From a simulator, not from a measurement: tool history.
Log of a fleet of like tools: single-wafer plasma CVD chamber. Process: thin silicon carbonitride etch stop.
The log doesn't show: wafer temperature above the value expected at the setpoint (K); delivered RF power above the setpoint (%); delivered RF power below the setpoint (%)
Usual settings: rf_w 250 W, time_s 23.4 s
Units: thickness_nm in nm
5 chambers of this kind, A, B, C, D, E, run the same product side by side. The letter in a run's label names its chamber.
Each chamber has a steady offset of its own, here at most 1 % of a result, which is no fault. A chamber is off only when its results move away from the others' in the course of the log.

run   hour  rf_w  time_s  hours since the last thermocouple change  hours since the last RF generator calibration  read-back reference wafer on the same gauge, thickness_nm  thickness_nm
 1C    6.5   250    23.4                                       992                                          319.6                                                       14.2         14.29
 2D   14.6   250    23.4                                    1036.4                                          752.7                                                     14.203        14.218
 3B   27.1   250    23.4                                       755                                          720.4                                                     14.202        14.254
 4E   41.5   250    23.4                                    1391.1                                         1627.9                                                     14.207        14.131
 5A   52.5   250    23.4                                     978.2                                          740.3                                                     14.206        14.206
 6D   61.7   250    23.4                                    1083.5                                          799.8                                                     14.208        14.259
 7E   69.3   250    23.4                                    1418.9                                         1655.7                                                     14.208        14.141
 8C   81.3   250    23.4                                    1066.8                                          394.4                                                     14.213        14.339
 9B   88.9   275    26.5                                     816.8                                          782.2                                                     14.218        16.636
10A  102.5   275    26.5                                    1028.2                                          790.3                                                     14.213        16.543
11D  109.6   275    26.5                                    1131.4                                          847.7                                                     14.218        16.615
12C  118.8   275    26.5                                    1104.3                                          431.9                                                     14.216        16.692
13B  127.6   275    26.5                                     855.5                                          820.9                                                     14.221        16.614
14E  140.4   250    23.4                                      1490                                         1726.8                                                     14.218        14.144
15A  149.5   250    23.4                                    1075.2                                          837.3                                                     14.222        14.229
16A    160   250    23.4                                    1085.7                                          847.8                                                     14.223        14.199
17E  171.2   250    23.4                                    1520.8                                         1757.6                                                     14.224        14.192
18B  180.9   250    23.4                                     908.8                                          874.2                                                     14.229        14.281
19D  189.3   205    21.2                                    1211.1                                          927.4                                                     14.231        12.169
20C    200   205    21.2                                    1185.5                                          513.1                                                     14.225        12.226
21E  211.7   205    21.2                                    1561.3                                         1798.1                                                     14.228        12.112
22B  222.7   205    21.2                                     950.6                                            916                                                     14.237        12.213
23A  230.4   205    21.2                                    1156.1                                          918.2                                                     14.234        12.129
24C  241.3   225    27.6                                    1226.8                                          554.4                                                     14.239        16.369
25D  250.8   225    27.6                                    1272.6                                          988.9                                                     14.241        16.311
26C  261.4   225    27.6                                    1246.9                                          574.5                                                     14.239        16.401
27B  274.2   225    27.6                                    1002.1                                          967.5                                                     14.239        16.317
28A  284.5   225    27.6                                    1210.2                                          972.3                                                     14.244        16.284
29D  297.1   250    23.4                                    1318.9                                         1035.2                                                     14.248        14.254
30E  307.9   225    27.7                                    1657.5                                         1894.3                                                     14.246        16.304
31B  317.5   225    27.7                                    1045.4                                         1010.8                                                     14.248        16.409
     323.2  -- chamber E: thermocouple changed; heater temperature recalibrated
32A  326.2   225    27.7                                    1251.9                                           1014                                                     14.245        16.357
33C  335.5   225    27.7                                      1321                                          648.6                                                      14.25        16.473
34D  349.4   225    27.7                                    1371.2                                         1087.5                                                      14.25        16.402
35E  356.5   290    23.4                                      33.3                                         1942.9                                                      14.25        14.836
36B  368.2   290    23.4                                    1096.1                                         1061.5                                                     14.256        14.932
37C    378   290    23.4                                    1363.5                                          691.1                                                      14.26        15.018
     382.1  -- chamber C: thermocouple changed; heater temperature recalibrated
38E  385.3   290    23.4                                      62.1                                         1971.7                                                      14.26        14.835
39D  396.5   290    23.4                                    1418.3                                         1134.6                                                      14.26         14.98
40A    408   250    23.4                                    1333.7                                         1095.8                                                     14.263        14.242
41D  415.8   250    23.4                                    1437.6                                         1153.9                                                     14.261        14.285
42C  427.9   250    23.4                                      45.8                                            741                                                      14.26        14.379
43E  438.7   250    23.4                                     115.5                                         2025.1                                                     14.269        14.177
44B  452.8   250    23.4                                    1180.7                                         1146.1                                                     14.266        14.314

Next, every chamber runs the same settings. What will each give?
45A  463.1   250    23.4                                                                                                                                                                 ?
45B  463.1   250    23.4                                                                                                                                                                 ?
45C  463.1   250    23.4                                                                                                                                                                 ?
45D  463.1   250    23.4                                                                                                                                                                 ?
45E  463.1   250    23.4                                                                                                                                                                 ?

run  thickness_nm
45A        14.247
45B        14.335
45C        14.371
45D        14.278
45E        14.179
